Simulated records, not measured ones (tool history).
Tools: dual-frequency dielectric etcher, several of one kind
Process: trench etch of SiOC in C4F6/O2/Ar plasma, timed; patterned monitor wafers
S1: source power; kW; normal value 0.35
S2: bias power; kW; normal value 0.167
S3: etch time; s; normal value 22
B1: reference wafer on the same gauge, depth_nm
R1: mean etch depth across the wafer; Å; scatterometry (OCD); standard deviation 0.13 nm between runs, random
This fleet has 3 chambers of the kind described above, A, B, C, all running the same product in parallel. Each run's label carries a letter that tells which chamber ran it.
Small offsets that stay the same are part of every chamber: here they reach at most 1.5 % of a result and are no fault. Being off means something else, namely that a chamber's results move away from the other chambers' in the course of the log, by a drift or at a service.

run	hour	S1	S2	S3	B1	R1
1C	8.5	0.35	0.167	22	36.909	417.94
2B	21.2	0.35	0.167	22	36.933	421.63
3A	29.3	0.35	0.167	22	36.887	421.46
4C	42.6	0.35	0.167	22	36.902	419.77
5B	49.4	0.35	0.167	22	36.936	423.74
6A	59.3	0.35	0.167	22	36.881	421.15
7A	68.5	0.35	0.167	22	36.914	422.33
8C	77.5	0.35	0.167	22	36.913	421.54
# hour 80.6: chamber C: wet clean of the chamber
9B	92.1	0.38	0.167	22	36.92	437.29
10B	103.6	0.38	0.167	22	36.866	435.6
11C	110.5	0.38	0.167	22	36.907	433.89
12A	120.6	0.35	0.167	22	36.879	421.17
13C	134.1	0.35	0.167	22	36.892	417.86
14A	146.9	0.32	0.142	22	36.904	388.33
15B	155.3	0.32	0.142	22	36.878	389.58
16A	169.9	0.32	0.142	22	36.889	386.41
# hour 176.4: chamber B: wet clean of the chamber
17B	178	0.35	0.167	22	36.896	422.83
18C	187.1	0.35	0.167	22	36.879	421.24
19A	199.8	0.35	0.167	22	36.913	421.25
20C	212.3	0.31	0.167	16.5	36.898	300.65
21B	223.1	0.31	0.167	16.5	36.922	301.98
22A	237.4	0.31	0.167	16.5	36.871	301.3
23B	251.1	0.35	0.167	22	36.872	425.94
24C	261	0.35	0.167	22	36.9	419.37
25A	269.3	0.35	0.167	22	36.919	423.86
26C	280.9	0.35	0.127	19.5	36.879	342.22
27B	290	0.35	0.127	19.5	36.887	348.94
28B	297.8	0.35	0.127	19.5	36.91	349.02
29A	309.6	0.35	0.167	22	36.88	424.13
30C	318.8	0.35	0.167	22	36.922	420.13
31C	332.2	0.35	0.167	22	36.876	420.1
32B	343.2	0.35	0.167	22	36.905	428.66
33A	352.1	0.4	0.149	22	36.899	431.74
# hour 360.7: chamber B: bias power generator calibrated
34B	362.6	0.4	0.149	22	36.933	436.77
35A	377.9	0.4	0.149	22	36.894	428.32
36C	390.5	0.35	0.205	17	36.929	348.05
37B	402	0.35	0.205	17	36.896	352.67
# hour 409.7: chamber A: wet clean of the chamber
38C	410.1	0.35	0.205	17	36.887	347.45
39A	420.3	0.35	0.167	22	36.906	422.67
40C	432.4	0.35	0.167	22	36.894	417.96

Each of the 3 chambers runs these same settings next. Fill in every chamber's results:
41A	443.4	0.35	0.167	22		?
41B	443.4	0.35	0.167	22		?
41C	443.4	0.35	0.167	22		?

run	R1
41A	421.89
41B	429.37
41C	420.07
